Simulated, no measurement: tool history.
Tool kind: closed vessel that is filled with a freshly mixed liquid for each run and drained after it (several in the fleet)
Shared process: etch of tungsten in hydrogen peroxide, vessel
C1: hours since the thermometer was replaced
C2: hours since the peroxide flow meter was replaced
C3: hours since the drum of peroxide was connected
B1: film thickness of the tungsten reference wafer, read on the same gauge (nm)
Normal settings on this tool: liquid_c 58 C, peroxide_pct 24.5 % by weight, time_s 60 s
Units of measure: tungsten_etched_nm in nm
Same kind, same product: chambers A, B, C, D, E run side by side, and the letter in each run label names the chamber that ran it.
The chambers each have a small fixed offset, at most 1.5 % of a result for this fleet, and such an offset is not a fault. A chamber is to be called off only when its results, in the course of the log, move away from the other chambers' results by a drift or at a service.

Run 1A, day 0.271: usual settings; C1 1424.0; C2 122.6; C3 94.2; B1 49.986. Result: tungsten_etched_nm 91.867 nm.
Run 2D, day 0.517: usual settings; C1 1272.5; C2 649.7; C3 270.8; B1 49.982. Result: tungsten_etched_nm 92.124 nm.
Run 3B, day 0.896: usual settings; C1 1043.9; C2 303.5; C3 509.7; B1 50.041. Result: tungsten_etched_nm 91.651 nm.
At day 1.050: chamber C: thermometer replaced.
Run 4C, day 1.133: usual settings; C1 2.1; C2 1175.1; C3 135.9; B1 49.960. Result: tungsten_etched_nm 91.439 nm.
Run 5E, day 1.533: usual settings but liquid_c 52 C; C1 1724.1; C2 1350.1; C3 182.7; B1 49.972. Result: tungsten_etched_nm 64.620 nm.
Run 6A, day 1.867: usual settings but liquid_c 52 C; C1 1462.3; C2 160.9; C3 132.5; B1 50.030. Result: tungsten_etched_nm 64.052 nm.
Run 7B, day 2.300: usual settings but liquid_c 52 C; C1 1077.6; C2 337.2; C3 543.4; B1 50.007. Result: tungsten_etched_nm 64.249 nm.
Run 8E, day 2.512: usual settings but liquid_c 52 C; C1 1747.6; C2 1373.6; C3 206.2; B1 49.974. Result: tungsten_etched_nm 64.315 nm.
Run 9C, day 2.962: usual settings but liquid_c 52 C; C1 46.0; C2 1219.0; C3 179.8; B1 50.001. Result: tungsten_etched_nm 64.054 nm.
Run 10D, day 3.338: usual settings; C1 1340.2; C2 717.4; C3 338.5; B1 50.043. Result: tungsten_etched_nm 91.936 nm.
Run 11B, day 3.550: usual settings; C1 1107.6; C2 367.2; C3 573.4; B1 49.990. Result: tungsten_etched_nm 92.060 nm.
Run 12E, day 3.888: usual settings; C1 1780.6; C2 1406.6; C3 239.2; B1 50.037. Result: tungsten_etched_nm 91.303 nm.
Run 13D, day 4.329: usual settings; C1 1364.0; C2 741.2; C3 362.3; B1 49.967. Result: tungsten_etched_nm 90.950 nm.
Run 14C, day 4.625: usual settings; C1 85.9; C2 1258.9; C3 219.7; B1 49.989. Result: tungsten_etched_nm 89.662 nm.
Run 15A, day 5.067: usual settings; C1 1539.1; C2 237.7; C3 209.3; B1 50.003. Result: tungsten_etched_nm 91.651 nm.
Run 16D, day 5.529: usual settings; C1 1392.8; C2 770.0; C3 391.1; B1 50.004. Result: tungsten_etched_nm 89.987 nm.
Run 17C, day 5.804: usual settings; C1 114.2; C2 1287.2; C3 248.0; B1 49.998. Result: tungsten_etched_nm 91.020 nm.
Run 18A, day 6.254: usual settings; C1 1567.6; C2 266.2; C3 237.8; B1 49.964. Result: tungsten_etched_nm 92.115 nm.
Run 19E, day 6.700: usual settings; C1 1848.1; C2 1474.1; C3 306.7; B1 49.963. Result: tungsten_etched_nm 91.039 nm.
Run 20B, day 6.942: usual settings; C1 1189.0; C2 448.6; C3 654.8; B1 50.003. Result: tungsten_etched_nm 92.028 nm.
Run 21C, day 7.238: usual settings; C1 148.6; C2 1321.6; C3 282.4; B1 50.023. Result: tungsten_etched_nm 90.980 nm.
Run 22B, day 7.671: usual settings but liquid_c 54 C; C1 1206.5; C2 466.1; C3 672.3; B1 50.040. Result: tungsten_etched_nm 73.895 nm.
Run 23E, day 8.025: usual settings but liquid_c 54 C; C1 1879.9; C2 1505.9; C3 338.5; B1 49.993. Result: tungsten_etched_nm 73.156 nm.
Run 24A, day 8.342: usual settings but liquid_c 54 C; C1 1617.7; C2 316.3; C3 287.9; B1 50.028. Result: tungsten_etched_nm 73.237 nm.
Run 25D, day 8.642: usual settings but liquid_c 54 C; C1 1467.5; C2 844.7; C3 465.8; B1 50.038. Result: tungsten_etched_nm 69.846 nm.
At day 8.821: chamber D: peroxide flow meter replaced.
Run 26C, day 9.021: usual settings but liquid_c 54 C; C1 191.4; C2 1364.4; C3 325.2; B1 50.048. Result: tungsten_etched_nm 72.070 nm.
Run 27A, day 9.488: usual settings; C1 1645.2; C2 343.8; C3 315.4; B1 49.997. Result: tungsten_etched_nm 90.743 nm.
Run 28E, day 9.821: usual settings; C1 1923.0; C2 1549.0; C3 381.6; B1 49.965. Result: tungsten_etched_nm 91.757 nm.
Run 29B, day 10.125: usual settings; C1 1265.4; C2 525.0; C3 731.2; B1 49.987. Result: tungsten_etched_nm 92.788 nm.
Run 30D, day 10.396: usual settings; C1 1509.6; C2 37.9; C3 507.9; B1 49.993. Result: tungsten_etched_nm 86.315 nm.
At day 10.608: chamber C: new drum of peroxide connected.
Run 31C, day 10.692: usual settings; C1 231.5; C2 1404.5; C3 2.0; B1 49.955. Result: tungsten_etched_nm 90.642 nm.
Run 32A, day 11.146: usual settings but liquid_c 66 C; C1 1685.0; C2 383.6; C3 355.2; B1 50.000. Result: tungsten_etched_nm 146.720 nm.
Run 33D, day 11.442: usual settings but liquid_c 66 C; C1 1534.7; C2 63.0; C3 533.0; B1 49.983. Result: tungsten_etched_nm 134.450 nm.
At day 11.621: chamber B: peroxide flow meter replaced.
Run 34E, day 11.879: usual settings but liquid_c 66 C; C1 1972.4; C2 1598.4; C3 431.0; B1 50.030. Result: tungsten_etched_nm 144.410 nm.
Run 35B, day 12.308: usual settings but liquid_c 66 C; C1 1317.8; C2 16.5; C3 783.6; B1 50.016. Result: tungsten_etched_nm 145.970 nm.
Run 36A, day 12.588: usual settings but liquid_c 66 C; C1 1719.6; C2 418.2; C3 389.8; B1 50.007. Result: tungsten_etched_nm 143.580 nm.
Run 37C, day 12.979: usual settings but peroxide_pct 18.0 % by weight; C1 286.4; C2 1459.4; C3 56.9; B1 49.973. Result: tungsten_etched_nm 78.793 nm.
Run 38D, day 13.300: usual settings but peroxide_pct 18.0 % by weight; C1 1579.3; C2 107.6; C3 577.6; B1 50.020. Result: tungsten_etched_nm 72.059 nm.
At day 13.538: chamber B: new drum of peroxide connected.
Run 39B, day 13.621: usual settings but peroxide_pct 18.0 % by weight; C1 1349.3; C2 48.0; C3 2.0; B1 50.032. Result: tungsten_etched_nm 78.659 nm.
Run 40E, day 13.904: usual settings but peroxide_pct 18.0 % by weight; C1 2021.0; C2 1647.0; C3 479.6; B1 49.973. Result: tungsten_etched_nm 79.069 nm.
Run 41E, day 14.167: usual settings but peroxide_pct 18.0 % by weight; C1 2027.3; C2 1653.3; C3 485.9; B1 50.003. Result: tungsten_etched_nm 78.553 nm.

One chamber off, gauge drift, or nothing amiss beyond the chambers' own small offsets? If it is a chamber, which one, and what is the likeliest cause?

One chamber, D, drifts off from the rest bit by bit.
Most likely cause: liquid colder than its thermometer reads (K) = 1.43.

Below are 4 candidate recipes for chamber D's next run, each the usual settings with a change, their results shown as question marks. Which of them brings D's results back in line with what the other chambers give on the usual settings?
Maximum distance from the other chambers' mean on the usual settings for a result to count as in line: tungsten_etched_nm 2.400 nm
Run 42D-1, day 14.512: usual settings but peroxide_pct 17.5 % by weight. Result: tungsten_etched_nm ?.
Run 42D-2, day 14.512: usual settings but liquid_c 56.5 C. Result: tungsten_etched_nm ?.
Run 42D-3, day 14.512: usual settings but liquid_c 59.5 C. Result: tungsten_etched_nm ?.
Run 42D-4, day 14.512: usual settings but liquid_c 59.5 C, time_s 65 s. Result: tungsten_etched_nm ?.

Average result of the remaining chambers running the usual settings: tungsten_etched_nm 91.681 nm
  run  tungsten_etched_nm
42D-1              71.530
42D-2              77.476
42D-3              92.181
42D-4              99.863
The answer is 42D-3, which returns the chamber to within the allowed miss of the others.
